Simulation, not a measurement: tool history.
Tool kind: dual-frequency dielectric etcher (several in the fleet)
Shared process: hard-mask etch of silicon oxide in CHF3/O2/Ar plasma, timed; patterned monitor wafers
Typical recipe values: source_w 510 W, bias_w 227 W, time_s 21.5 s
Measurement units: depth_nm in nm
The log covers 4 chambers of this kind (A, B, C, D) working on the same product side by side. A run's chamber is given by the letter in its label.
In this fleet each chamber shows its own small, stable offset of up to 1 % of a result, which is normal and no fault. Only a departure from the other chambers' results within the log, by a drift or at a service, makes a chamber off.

run	hour	source_w	bias_w	time_s	read-back reference wafer on the same gauge, depth_nm	depth_nm
1D	10.7	510	227	21.5	47.631	43.31
# hour 15.4: chamber C: wet clean of the chamber
2C	23.3	510	227	21.5	47.61	43.505
3B	30	510	227	21.5	47.61	43.627
4A	44.5	510	227	21.5	47.652	43.24
5B	51.1	510	227	21.5	47.614	43.022
6A	63.9	510	203	18	47.536	34.682
7D	78.3	510	203	18	47.562	34.861
8C	89.1	510	203	18	47.612	35.143
# hour 95.1: chamber D: wet clean of the chamber
9D	99.9	510	203	18	47.62	34.777
10C	114.4	510	227	21.5	47.558	43.947
11B	128	510	227	17.5	47.595	35.136
12A	134.7	510	227	17.5	47.574	35.396
13D	145	510	227	17.5	47.61	35.355
14C	158.6	510	227	17.5	47.586	35.433
15A	173.1	510	227	21.5	47.616	43.305
# hour 181.8: chamber A: wet clean of the chamber
16B	182.4	510	227	21.5	47.53	43.421
17A	189.2	510	227	21.5	47.651	44.701
18D	195.8	510	227	21.5	47.57	43.189
19C	208.1	510	227	21.5	47.595	43.23
20B	217.2	510	227	21.5	47.58	43.338
21D	224.5	510	227	21.5	47.615	42.997
22B	236.3	510	227	21.5	47.599	43.454
23A	249	510	227	21.5	47.585	45.164
24C	261.4	510	227	21.5	47.586	43.734
25C	269.7	510	227	21.5	47.601	43.549
26A	281.8	550	227	16.5	47.556	35.555

Read the log: is a single chamber off, either drifting away or since a service, is the gauge that measures every chamber drifting, or is nothing wrong beyond small per-chamber offsets? Name any odd chamber and what most likely caused it.

The work done on chamber A during a service left it standing apart from the others.
What lies behind it: etch rate over this chamber's usual, % = 3.64.

Which of the 4 candidates below, each the usual settings with something changed and its results left as question marks, puts chamber A back in line with what the other chambers give on the usual settings?
Allowed miss from the other chambers' usual-settings mean, per result, to count as in line: depth_nm 0.62 nm
27A-1	292.6	500	224	20.5		?
27A-2	292.6	550	227	21.5		?
27A-3	292.6	510	225	21		?
27A-4	292.6	520	230	22.5		?

Mean of the other chambers on the usual settings: depth_nm 43.424 nm
run	depth_nm
27A-1	42.187
27A-2	46.104
27A-3	43.614
27A-4	47.45
The answer is 27A-3, which returns the chamber to within the allowed miss of the others.

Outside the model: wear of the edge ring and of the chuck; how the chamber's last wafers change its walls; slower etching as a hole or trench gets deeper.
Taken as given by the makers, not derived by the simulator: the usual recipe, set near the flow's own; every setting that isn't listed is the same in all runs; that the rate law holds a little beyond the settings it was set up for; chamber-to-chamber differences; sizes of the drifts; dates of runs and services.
